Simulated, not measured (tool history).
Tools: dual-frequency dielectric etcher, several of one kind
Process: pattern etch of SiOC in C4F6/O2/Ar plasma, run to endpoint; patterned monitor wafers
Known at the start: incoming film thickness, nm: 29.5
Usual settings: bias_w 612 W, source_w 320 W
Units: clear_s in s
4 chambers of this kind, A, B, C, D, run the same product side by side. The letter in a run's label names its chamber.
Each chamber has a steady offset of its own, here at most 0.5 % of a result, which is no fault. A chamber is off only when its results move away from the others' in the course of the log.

run,hour,bias_w,source_w,clear_s
1D,8.4,612,320,9.9347
# hour 11: chamber A: source power generator calibrated
2C,14,612,320,10.089
3B,21.8,612,320,9.9244
4A,29,612,320,9.9948
5C,36.9,612,320,10.202
6B,46.5,544,320,10.47
7D,54.5,544,320,10.475
8A,61.8,544,320,10.542
9D,69.5,544,320,10.482
10C,76.8,612,320,9.9067
11B,86.5,612,320,10.035
12A,93.8,612,320,10.007
13C,102.4,612,320,9.9319
14A,111.2,612,320,9.9398
15D,117.9,612,320,9.9056
16B,128.3,612,320,9.9604
# hour 133.1: chamber C: wet clean of the chamber
17A,137.6,612,320,9.9291
18D,142.2,612,320,9.9518
19B,148.1,612,320,9.8399
20C,153.3,738,370,8.8687
21A,161.4,738,370,8.8536
22B,171.5,738,370,8.816
23D,181.5,738,370,8.6363
24C,187.6,744,390,8.6721
25A,195.6,744,390,8.5165
26C,204.2,744,390,8.7284
27D,209.4,744,390,8.6489
28B,216.9,612,320,10.124
29B,225.3,612,320,10.137
30A,234.2,612,320,9.929
31C,244,612,320,10.008
32D,254.3,612,320,10.002
33D,261.1,612,320,9.9914
34C,267.7,612,270,10.794
# hour 274.9: chamber A: wet clean of the chamber
35A,277.1,612,270,10.61
36B,284.7,612,270,10.521
37B,290.2,612,270,10.576
38C,296.6,612,320,10.127

What goes on in this fleet: one chamber off, a drifting gauge, or nothing beyond the chambers' own small offsets? Name the chamber and the cause, if any.

No chamber stands off beyond its own small offset, and the gauge holds steady.
